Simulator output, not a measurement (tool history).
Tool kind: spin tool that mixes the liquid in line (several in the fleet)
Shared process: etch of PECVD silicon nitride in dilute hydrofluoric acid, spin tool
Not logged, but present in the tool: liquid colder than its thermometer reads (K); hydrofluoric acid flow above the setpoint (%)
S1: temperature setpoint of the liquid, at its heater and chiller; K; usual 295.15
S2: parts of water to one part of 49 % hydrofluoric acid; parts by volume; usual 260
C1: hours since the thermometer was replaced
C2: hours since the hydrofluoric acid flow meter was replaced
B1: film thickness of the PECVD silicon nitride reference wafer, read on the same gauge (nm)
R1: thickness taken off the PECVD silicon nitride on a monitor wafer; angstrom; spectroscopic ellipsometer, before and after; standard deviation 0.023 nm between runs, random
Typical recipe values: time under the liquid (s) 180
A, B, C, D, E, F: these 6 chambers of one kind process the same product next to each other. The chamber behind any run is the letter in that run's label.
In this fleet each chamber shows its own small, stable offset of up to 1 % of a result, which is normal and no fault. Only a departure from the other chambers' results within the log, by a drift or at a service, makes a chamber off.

run 1C hour=7.8 | S1=295.15 S2=260 time_under_the_liquid_(s)=180 | C1=1071.6 C2=623.6 | B1=129.96 | R1=10.57
run 2B hour=15 | S1=295.15 S2=260 time_under_the_liquid_(s)=180 | C1=338.7 C2=664.4 | B1=130.02 | R1=10.021
run 3D hour=20.7 | S1=295.15 S2=260 time_under_the_liquid_(s)=180 | C1=513.6 C2=1183.7 | B1=130 | R1=10.324
run 4A hour=26.9 | S1=295.15 S2=260 time_under_the_liquid_(s)=180 | C1=549.2 C2=63.9 | B1=130.02 | R1=10.322
run 5F hour=38.9 | S1=295.15 S2=260 time_under_the_liquid_(s)=180 | C1=871.2 C2=370.3 | B1=130.02 | R1=10.221
-- hour=45 chamber A: thermometer replaced
run 6E hour=50.2 | S1=295.15 S2=260 time_under_the_liquid_(s)=180 | C1=356 C2=1169.1 | B1=129.97 | R1=10.831
run 7D hour=63.1 | S1=295.15 S2=260 time_under_the_liquid_(s)=180 | C1=556 C2=1226.1 | B1=129.97 | R1=10.563
run 8B hour=70.6 | S1=295.15 S2=260 time_under_the_liquid_(s)=180 | C1=394.3 C2=720 | B1=130 | R1=10.134
run 9F hour=83.3 | S1=295.15 S2=260 time_under_the_liquid_(s)=180 | C1=915.6 C2=414.7 | B1=130.02 | R1=10.494
run 10C hour=93.5 | S1=295.15 S2=260 time_under_the_liquid_(s)=235 | C1=1157.3 C2=709.3 | B1=130.05 | R1=14.407
run 11E hour=102.5 | S1=295.15 S2=260 time_under_the_liquid_(s)=235 | C1=408.3 C2=1221.4 | B1=129.97 | R1=13.569
run 12A hour=111.2 | S1=295.15 S2=260 time_under_the_liquid_(s)=235 | C1=66.3 C2=148.2 | B1=129.95 | R1=13.435
run 13B hour=118.1 | S1=295.15 S2=260 time_under_the_liquid_(s)=235 | C1=441.8 C2=767.5 | B1=130 | R1=13.71
run 14A hour=125.3 | S1=295.15 S2=260 time_under_the_liquid_(s)=235 | C1=80.4 C2=162.3 | B1=130.03 | R1=14.069
run 15E hour=130.9 | S1=295.15 S2=260 time_under_the_liquid_(s)=235 | C1=436.7 C2=1249.8 | B1=129.98 | R1=13.678
run 16C hour=142.5 | S1=295.15 S2=260 time_under_the_liquid_(s)=180 | C1=1206.3 C2=758.3 | B1=129.98 | R1=10.799
run 17F hour=154.7 | S1=295.15 S2=260 time_under_the_liquid_(s)=180 | C1=987 C2=486.1 | B1=129.99 | R1=10.257
run 18D hour=167 | S1=295.15 S2=260 time_under_the_liquid_(s)=180 | C1=659.9 C2=1330 | B1=130.01 | R1=10.621
run 19E hour=177.3 | S1=295.15 S2=260 time_under_the_liquid_(s)=180 | C1=483.1 C2=1296.2 | B1=129.98 | R1=10.094
-- hour=178 chamber D: thermometer replaced
run 20F hour=185.6 | S1=295.15 S2=260 time_under_the_liquid_(s)=180 | C1=1017.9 C2=517 | B1=130.01 | R1=10.673
run 21B hour=193.5 | S1=295.15 S2=260 time_under_the_liquid_(s)=180 | C1=517.2 C2=842.9 | B1=130.03 | R1=10.359
run 22C hour=205.7 | S1=295.15 S2=260 time_under_the_liquid_(s)=180 | C1=1269.5 C2=821.5 | B1=129.98 | R1=10.374
-- hour=206.8 chamber E: hydrofluoric acid flow meter replaced
run 23D hour=215.3 | S1=295.15 S2=260 time_under_the_liquid_(s)=180 | C1=37.4 C2=1378.3 | B1=130 | R1=10.229
run 24A hour=221.6 | S1=295.15 S2=260 time_under_the_liquid_(s)=180 | C1=176.7 C2=258.6 | B1=129.99 | R1=10.417
run 25A hour=229.6 | S1=295.15 S2=260 time_under_the_liquid_(s)=180 | C1=184.7 C2=266.6 | B1=130.01 | R1=10.7
run 26C hour=238.6 | S1=295.15 S2=260 time_under_the_liquid_(s)=180 | C1=1302.4 C2=854.4 | B1=129.98 | R1=10.089
run 27D hour=246.8 | S1=295.15 S2=260 time_under_the_liquid_(s)=180 | C1=68.9 C2=1409.8 | B1=130 | R1=10.53
run 28B hour=256.9 | S1=295.15 S2=260 time_under_the_liquid_(s)=180 | C1=580.6 C2=906.3 | B1=130.04 | R1=10.562
run 29E hour=263.5 | S1=295.15 S2=260 time_under_the_liquid_(s)=180 | C1=569.3 C2=56.7 | B1=129.97 | R1=10.116
run 30F hour=269.4 | S1=295.15 S2=260 time_under_the_liquid_(s)=180 | C1=1101.7 C2=600.8 | B1=130.01 | R1=10.4
run 31B hour=277.5 | S1=295.15 S2=260 time_under_the_liquid_(s)=180 | C1=601.2 C2=926.9 | B1=130.05 | R1=10.477
run 32C hour=289.2 | S1=295.15 S2=260 time_under_the_liquid_(s)=180 | C1=1353 C2=905 | B1=130 | R1=10.89
-- hour=298.1 chamber F: thermometer replaced
run 33A hour=301.3 | S1=295.15 S2=260 time_under_the_liquid_(s)=180 | C1=256.4 C2=338.3 | B1=129.99 | R1=10.634
run 34E hour=312.2 | S1=295.15 S2=260 time_under_the_liquid_(s)=180 | C1=618 C2=105.4 | B1=130.02 | R1=10.884
run 35D hour=323.3 | S1=295.15 S2=260 time_under_the_liquid_(s)=100 | C1=145.4 C2=1486.3 | B1=130.02 | R1=5.845
run 36F hour=335.1 | S1=295.15 S2=260 time_under_the_liquid_(s)=100 | C1=37 C2=666.5 | B1=130.01 | R1=5.8799
run 37E hour=341 | S1=295.15 S2=260 time_under_the_liquid_(s)=100 | C1=646.8 C2=134.2 | B1=129.99 | R1=5.7268
run 38B hour=352.5 | S1=295.15 S2=260 time_under_the_liquid_(s)=100 | C1=676.2 C2=1001.9 | B1=129.98 | R1=5.8798
run 39C hour=360.6 | S1=295.15 S2=260 time_under_the_liquid_(s)=100 | C1=1424.4 C2=976.4 | B1=130.02 | R1=5.8872
run 40F hour=373.1 | S1=295.15 S2=260 time_under_the_liquid_(s)=100 | C1=75 C2=704.5 | B1=130 | R1=6.0176
run 41D hour=378.8 | S1=295.15 S2=335 time_under_the_liquid_(s)=145 | C1=200.9 C2=1541.8 | B1=129.97 | R1=6.607

The same settings go to every chamber for the next run, one line per chamber below. Forecast the results for each:
run 42A hour=388.1 | S1=295.15 S2=260 time_under_the_liquid_(s)=235 | R1=?
run 42B hour=388.1 | S1=295.15 S2=260 time_under_the_liquid_(s)=235 | R1=?
run 42C hour=388.1 | S1=295.15 S2=260 time_under_the_liquid_(s)=235 | R1=?
run 42D hour=388.1 | S1=295.15 S2=260 time_under_the_liquid_(s)=235 | R1=?
run 42E hour=388.1 | S1=295.15 S2=260 time_under_the_liquid_(s)=235 | R1=?
run 42F hour=388.1 | S1=295.15 S2=260 time_under_the_liquid_(s)=235 | R1=?

run=42A R1=13.717
run=42B R1=13.699
run=42C R1=14.304
run=42D R1=13.636
run=42E R1=13.44
run=42F R1=13.668
